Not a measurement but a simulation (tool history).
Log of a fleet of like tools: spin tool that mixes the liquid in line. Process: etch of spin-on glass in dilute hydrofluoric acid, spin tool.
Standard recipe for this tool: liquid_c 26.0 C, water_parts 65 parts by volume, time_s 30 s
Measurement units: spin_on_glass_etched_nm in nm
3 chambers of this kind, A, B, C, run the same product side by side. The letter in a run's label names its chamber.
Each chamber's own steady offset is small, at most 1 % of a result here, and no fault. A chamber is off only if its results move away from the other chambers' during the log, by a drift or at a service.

run   hour  liquid_c  water_parts  time_s  read-back film thickness of the spin-on glass reference wafer, read on the same gauge (nm)  spin_on_glass_etched_nm
 1C   15.2      26.0           65      30                                                                                      90.001                  14.8000
 2A   25.6      26.0           65      30                                                                                      89.976                  14.5940
 3B   37.5      26.0           65      30                                                                                      90.012                  14.6190
 4A   52.3      26.0           65      30                                                                                      90.009                  14.4620
 5B   67.3      26.0           65      30                                                                                      89.998                  14.6960
 6C   77.7      26.0           65      30                                                                                      89.984                  14.6480
 7C   91.6      26.0           65      30                                                                                      90.016                  14.6490
 8A  102.1      26.0           65      30                                                                                      89.976                  14.4950
 9B  114.5      26.0           65      30                                                                                      89.985                  14.8150
10A  122.6      26.0           65      30                                                                                      89.993                  14.4680
     129.9  -- chamber A: hydrofluoric acid flow meter replaced
11B  131.8      26.0           65      30                                                                                      90.017                  14.7010
12C  145.5      30.5           65      30                                                                                      90.038                  17.5180
13A  154.6      30.5           65      30                                                                                      90.056                  17.4440
14C  165.0      30.5           65      30                                                                                      90.017                  17.3850
     171.3  -- chamber B: thermometer replaced
15B  178.4      26.0           65      30                                                                                      90.014                  14.7120
16A  192.4      26.0           65      30                                                                                      90.000                  14.5630
17C  205.0      26.0           65      30                                                                                      90.000                  14.5610
18B  217.5      26.0           65      30                                                                                      90.017                  14.6540
19A  228.5      26.0           65      30                                                                                      89.971                  14.6750
20B  241.1      28.5           80      30                                                                                      90.016                  13.0780
21C  253.7      28.5           80      30                                                                                      90.009                  12.6440
22A  267.5      28.5           80      30                                                                                      89.974                  12.7330
23C  279.5      26.0           65      30                                                                                      90.007                  14.2180
24B  294.4      26.0           65      30                                                                                      90.051                  14.6750
25C  307.2      26.0           65      30                                                                                      90.035                  14.3190
26B  320.5      26.0           65      30                                                                                      90.013                  14.8100
27A  328.8      26.0           75      45                                                                                      90.005                  18.6820
28B  341.7      26.0           75      45                                                                                      89.985                  18.9570
29A  352.6      26.0           75      45                                                                                      89.943                  18.5610
30C  365.9      26.0           65      30                                                                                      90.001                  14.1500
31A  374.1      26.0           65      30                                                                                      90.003                  14.4420
32B  381.5      26.0           65      30                                                                                      90.003                  14.6940
33C  396.1      26.0           65      30                                                                                      90.018                  14.0890
34B  410.7      26.0           65      30                                                                                      90.062                  14.8860
35A  422.1      24.0           65      25                                                                                      90.014                  11.1680

Has any chamber moved away from the others, gradually or after a service, or does the common gauge drift, or do the chambers differ only by their own small steady offsets? State the chamber and the most likely cause if one applies.

It is chamber C that slowly wanders off from its peers.
What lies behind it: liquid colder than its thermometer reads (K) = 1.08.
The log might look much the same if the cause were instead: hydrofluoric acid flow below the setpoint (%).

Chamber C could run next with any of the 4 candidate recipes listed below; each alters the usual settings, and their results appear as question marks. Which one brings its results back in line with what the other chambers deliver on the usual settings?
In line here means within this much of the mean the other chambers give on the usual settings: spin_on_glass_etched_nm 0.2400 nm
36C-1  433.3      27.0           65      30                                                                                                                    ?
36C-2  433.3      26.5           65      30                                                                                                                    ?
36C-3  433.3      25.5           65      30                                                                                                                    ?
36C-4  433.3      25.0           65      30                                                                                                                    ?

Mean of the other chambers on the usual settings: spin_on_glass_etched_nm 14.6220 nm
  run  spin_on_glass_etched_nm
36C-1                  14.5790
36C-2                  14.2890
36C-3                  13.7300
36C-4                  13.4540
The answer is 36C-1, which returns the chamber to within the allowed miss of the others.
